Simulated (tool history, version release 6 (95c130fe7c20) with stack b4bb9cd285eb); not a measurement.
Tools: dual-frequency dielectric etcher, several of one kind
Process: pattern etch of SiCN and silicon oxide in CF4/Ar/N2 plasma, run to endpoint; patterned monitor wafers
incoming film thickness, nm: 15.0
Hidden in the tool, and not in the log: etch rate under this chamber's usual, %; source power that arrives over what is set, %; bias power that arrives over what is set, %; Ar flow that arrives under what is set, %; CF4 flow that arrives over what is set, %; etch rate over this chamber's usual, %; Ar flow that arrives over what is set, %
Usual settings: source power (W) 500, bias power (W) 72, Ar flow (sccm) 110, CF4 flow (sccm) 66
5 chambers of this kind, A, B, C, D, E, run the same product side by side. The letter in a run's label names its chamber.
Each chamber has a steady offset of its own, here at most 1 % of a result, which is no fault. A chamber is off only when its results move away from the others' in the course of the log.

| run | day | source power (W) | bias power (W) | Ar flow (sccm) | CF4 flow (sccm) | hours since the last wet clean | hours since the last source power generator calibration | hours since the last bias power generator calibration | hours since the last Ar flow controller change | hours since the last CF4 flow controller change | endpoint time (s) |
|---|---|---|---|---|---|---|---|---|---|---|---|
| 1D | 0.412 | 500 | 72 | 110 | 66 | 250.5 | 1757.5 | 959.8 | 370.6 | 6249.0 | 16.053 |
| 2A | 0.650 | 500 | 72 | 110 | 66 | 418.7 | 981.0 | 205.6 | 3109.6 | 4023.1 | 16.330 |
| 3E | 0.962 | 500 | 72 | 110 | 66 | 35.2 | 2749.8 | 1611.1 | 878.9 | 690.6 | 16.434 |
| 4C | 1.254 | 500 | 72 | 110 | 66 | 586.7 | 435.1 | 3594.8 | 2034.9 | 1011.1 | 16.150 |
| 5B | 1.458 | 500 | 72 | 110 | 66 | 126.9 | 474.2 | 1470.1 | 1651.7 | 1905.1 | 16.384 |
| 6E | 1.750 | 500 | 72 | 110 | 66 | 54.1 | 2768.7 | 1630.0 | 897.8 | 709.5 | 16.275 |
| 7C | 1.979 | 500 | 72 | 110 | 66 | 604.1 | 452.5 | 3612.2 | 2052.3 | 1028.5 | 16.250 |
|  | 2.246 | chamber C: wet clean of the chamber |
|  | 2.258 | chamber C: bias power generator calibrated |
| 8B | 2.267 | 500 | 72 | 110 | 66 | 146.3 | 493.6 | 1489.5 | 1671.1 | 1924.5 | 16.305 |
| 9D | 2.600 | 500 | 72 | 110 | 66 | 303.0 | 1810.0 | 1012.3 | 423.1 | 6301.5 | 16.054 |
| 10A | 2.925 | 500 | 72 | 110 | 66 | 473.3 | 1035.6 | 260.2 | 3164.2 | 4077.7 | 16.397 |
| 11E | 3.279 | 500 | 72 | 110 | 66 | 90.8 | 2805.4 | 1666.7 | 934.5 | 746.2 | 16.414 |
| 12A | 3.638 | 500 | 72 | 110 | 66 | 490.4 | 1052.7 | 277.3 | 3181.3 | 4094.8 | 16.391 |
| 13B | 3.912 | 500 | 72 | 110 | 66 | 185.8 | 533.1 | 1529.0 | 1710.6 | 1964.0 | 16.241 |
| 14C | 4.279 | 500 | 72 | 110 | 66 | 48.9 | 507.7 | 48.6 | 2107.5 | 1083.7 | 16.302 |
| 15D | 4.475 | 500 | 72 | 110 | 66 | 348.0 | 1855.0 | 1057.3 | 468.1 | 6346.5 | 16.209 |
| 16C | 4.883 | 500 | 72 | 123 | 66 | 63.4 | 522.2 | 63.1 | 2122.0 | 1098.2 | 16.674 |
| 17B | 5.062 | 500 | 72 | 123 | 66 | 213.4 | 560.7 | 1556.6 | 1738.2 | 1991.6 | 16.423 |
| 18A | 5.471 | 500 | 72 | 123 | 66 | 534.4 | 1096.7 | 321.3 | 3225.3 | 4138.8 | 16.854 |
| 19D | 5.754 | 500 | 72 | 123 | 66 | 378.7 | 1885.7 | 1088.0 | 498.8 | 6377.2 | 16.402 |
| 20E | 5.988 | 500 | 72 | 123 | 66 | 155.8 | 2870.4 | 1731.7 | 999.5 | 811.2 | 16.716 |
| 21C | 6.279 | 500 | 72 | 110 | 66 | 96.9 | 555.7 | 96.6 | 2155.5 | 1131.7 | 16.285 |
|  | 6.462 | chamber D: CF4 flow controller replaced |
| 22A | 6.492 | 500 | 72 | 110 | 66 | 558.9 | 1121.2 | 345.8 | 3249.8 | 4163.3 | 16.566 |
| 23E | 6.783 | 500 | 72 | 110 | 66 | 174.9 | 2889.5 | 1750.8 | 1018.6 | 830.3 | 16.207 |
| 24D | 7.058 | 500 | 72 | 110 | 66 | 410.0 | 1917.0 | 1119.3 | 530.1 | 14.3 | 16.152 |
| 25B | 7.283 | 500 | 72 | 110 | 66 | 266.7 | 614.0 | 1609.9 | 1791.5 | 2044.9 | 16.407 |
|  | 7.288 | chamber A: CF4 flow controller replaced |
| 26D | 7.504 | 500 | 72 | 110 | 66 | 420.7 | 1927.7 | 1130.0 | 540.8 | 25.0 | 16.262 |
| 27B | 7.900 | 500 | 72 | 110 | 66 | 281.5 | 628.8 | 1624.7 | 1806.3 | 2059.7 | 16.307 |
| 28A | 8.112 | 500 | 72 | 110 | 66 | 597.8 | 1160.1 | 384.7 | 3288.7 | 19.9 | 16.786 |
| 29E | 8.442 | 500 | 72 | 110 | 66 | 214.7 | 2929.3 | 1790.6 | 1058.4 | 870.1 | 16.489 |
| 30C | 8.683 | 500 | 72 | 110 | 66 | 154.6 | 613.4 | 154.3 | 2213.2 | 1189.4 | 16.323 |
|  | 8.892 | chamber D: wet clean of the chamber |
| 31C | 8.938 | 500 | 72 | 110 | 66 | 160.7 | 619.5 | 160.4 | 2219.3 | 1195.5 | 16.372 |
| 32E | 9.254 | 500 | 72 | 110 | 66 | 234.2 | 2948.8 | 1810.1 | 1077.9 | 889.6 | 16.361 |
| 33A | 9.562 | 500 | 72 | 110 | 66 | 632.6 | 1194.9 | 419.5 | 3323.5 | 54.7 | 16.825 |
| 34D | 9.950 | 500 | 72 | 110 | 66 | 25.5 | 1986.4 | 1188.7 | 599.5 | 83.7 | 16.205 |
| 35B | 10.162 | 500 | 72 | 110 | 66 | 335.8 | 683.1 | 1679.0 | 1860.6 | 2114.0 | 16.350 |

All 5 chambers run these settings next. Forecast each chamber's results:
| 36A | 10.458 | 500 | 72 | 110 | 66 |  |  |  |  |  | ? |
| 36B | 10.458 | 500 | 72 | 110 | 66 |  |  |  |  |  | ? |
| 36C | 10.458 | 500 | 72 | 110 | 66 |  |  |  |  |  | ? |
| 36D | 10.458 | 500 | 72 | 110 | 66 |  |  |  |  |  | ? |
| 36E | 10.458 | 500 | 72 | 110 | 66 |  |  |  |  |  | ? |

| run | endpoint time (s) |
|---|---|
| 36A | 16.833 |
| 36B | 16.211 |
| 36C | 16.143 |
| 36D | 16.226 |
| 36E | 16.308 |
